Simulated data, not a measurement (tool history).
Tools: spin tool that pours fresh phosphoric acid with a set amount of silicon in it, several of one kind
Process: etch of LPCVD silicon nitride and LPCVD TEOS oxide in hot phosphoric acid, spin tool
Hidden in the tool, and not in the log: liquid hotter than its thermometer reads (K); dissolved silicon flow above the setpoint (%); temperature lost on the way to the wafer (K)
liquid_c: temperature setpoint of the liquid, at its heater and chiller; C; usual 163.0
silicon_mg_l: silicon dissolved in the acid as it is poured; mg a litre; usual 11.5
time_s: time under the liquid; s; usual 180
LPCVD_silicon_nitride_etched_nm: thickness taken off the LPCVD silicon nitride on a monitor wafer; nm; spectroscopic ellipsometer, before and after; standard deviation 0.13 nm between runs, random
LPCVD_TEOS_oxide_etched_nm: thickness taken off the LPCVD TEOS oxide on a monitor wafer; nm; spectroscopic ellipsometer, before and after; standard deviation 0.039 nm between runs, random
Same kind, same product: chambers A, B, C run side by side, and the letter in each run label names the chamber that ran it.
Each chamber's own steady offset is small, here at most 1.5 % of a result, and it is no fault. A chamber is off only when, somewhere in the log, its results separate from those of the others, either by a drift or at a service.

run	hour	liquid_c	silicon_mg_l	time_s	hours since the thermometer was replaced	hours since the dissolved silicon flow meter was replaced	hours since the heated supply line was repaired	read-back film thickness of the LPCVD silicon nitride reference wafer, read on the same gauge (nm)	read-back film thickness of the LPCVD TEOS oxide reference wafer, read on the same gauge (nm)	LPCVD_silicon_nitride_etched_nm	LPCVD_TEOS_oxide_etched_nm
1B	8.9	163.0	11.5	180	1097.2	137.4	1024.2	100.000	150.00	17.1420	0.59359
2C	16.8	163.0	11.5	180	280.2	583.3	2226.8	100.040	150.01	16.8740	0.59317
3A	26.3	163.0	11.5	180	2465.5	75.7	864.1	100.020	149.99	16.8610	0.56496
4C	32.7	163.0	11.5	180	296.1	599.2	2242.7	100.030	150.01	16.6270	0.58059
5A	41.1	163.0	11.5	180	2480.3	90.5	878.9	100.020	149.99	16.7430	0.55700
6B	46.9	163.0	11.5	180	1135.2	175.4	1062.2	100.020	150.01	17.1950	0.63538
7A	54.6	163.0	11.5	180	2493.8	104.0	892.4	100.020	150.00	16.6380	0.58526
8C	63.7	163.0	11.5	180	327.1	630.2	2273.7	100.010	150.01	16.8870	0.59391
9B	72.5	163.0	11.5	180	1160.8	201.0	1087.8	99.978	149.98	17.0110	0.54410
10B	81.3	163.0	11.5	180	1169.6	209.8	1096.6	100.000	150.00	16.9310	0.62431
11C	87.0	163.0	11.5	180	350.4	653.5	2297.0	99.955	150.02	16.7640	0.58136
12A	92.4	163.0	11.5	180	2531.6	141.8	930.2	99.994	149.99	16.8580	0.51747
13A	99.0	163.0	11.5	180	2538.2	148.4	936.8	99.994	150.00	16.6920	0.56780
14B	106.7	163.0	11.5	180	1195.0	235.2	1122.0	100.030	149.98	16.9020	0.57813
15C	113.8	163.0	11.5	180	377.2	680.3	2323.8	100.030	150.02	16.7690	0.56162
16B	119.4	163.0	11.5	180	1207.7	247.9	1134.7	99.963	150.01	17.0600	0.60738
17A	123.8	163.0	7.0	180	2563.0	173.2	961.6	99.949	150.00	16.6220	0.59399
18C	129.5	163.0	7.0	180	392.9	696.0	2339.5	100.020	150.00	16.6120	0.63150
19C	138.8	163.0	7.0	180	402.2	705.3	2348.8	99.976	150.00	17.0580	0.58183
20A	143.1	163.0	11.5	180	2582.3	192.5	980.9	99.978	150.01	16.6380	0.52372
21B	152.8	163.0	9.0	180	1241.1	281.3	1168.1	100.020	150.01	17.0620	0.63436
22C	158.1	163.0	9.0	180	421.5	724.6	2368.1	100.000	149.99	16.9100	0.63621
23A	164.5	163.0	9.0	180	2603.7	213.9	1002.3	99.964	149.98	16.2120	0.51652
24B	169.2	163.0	11.5	180	1257.5	297.7	1184.5	100.010	149.98	17.0650	0.60709
25A	177.8	163.0	11.5	180	2617.0	227.2	1015.6	100.030	149.99	16.3680	0.59171
26B	184.9	163.0	11.5	180	1273.2	313.4	1200.2	100.040	149.98	17.1400	0.62723
27C	194.5	163.0	11.5	180	457.9	761.0	2404.5	99.961	149.99	17.1000	0.59642
28A	201.9	163.0	11.5	180	2641.1	251.3	1039.7	99.984	149.97	15.9460	0.54016
29C	210.2	163.0	11.5	180	473.6	776.7	2420.2	99.981	149.98	16.8210	0.54632
30B	215.0	163.0	11.5	180	1303.3	343.5	1230.3	100.040	149.99	17.0120	0.62299
31C	219.2	163.0	11.5	180	482.6	785.7	2429.2	99.957	150.00	16.9620	0.66011
32A	227.5	163.0	11.5	180	2666.7	276.9	1065.3	100.050	150.00	15.7570	0.49553
33B	233.8	164.5	11.5	235	1322.1	362.3	1249.1	100.020	149.99	23.3910	0.81318
34C	242.5	164.5	11.5	235	505.9	809.0	2452.5	100.060	149.99	23.4010	0.87006
35A	247.4	164.5	11.5	235	2686.6	296.8	1085.2	99.968	150.01	21.4900	0.82352
36B	253.5	163.0	11.5	180	1341.8	382.0	1268.8	100.000	150.00	16.8240	0.56827
37B	259.0	163.0	11.5	180	1347.3	387.5	1274.3	100.040	149.99	17.1570	0.49801
38A	268.3	163.0	11.5	180	2707.5	317.7	1106.1	99.963	150.00	15.4560	0.45005
39C	274.7	163.0	11.5	75	538.1	841.2	2484.7	100.000	150.01	7.0347	0.24207
40C	279.0	163.0	11.5	75	542.4	845.5	2489.0	99.984	149.99	6.9598	0.21610

Next, every chamber runs the same settings. What will each give?
41A	286.1	163.0	11.5	180						?	?
41B	286.1	163.0	11.5	180						?	?
41C	286.1	163.0	11.5	180						?	?

run	LPCVD_silicon_nitride_etched_nm	LPCVD_TEOS_oxide_etched_nm
41A	15.0430	0.49617
41B	16.8300	0.49949
41C	17.0700	0.58870
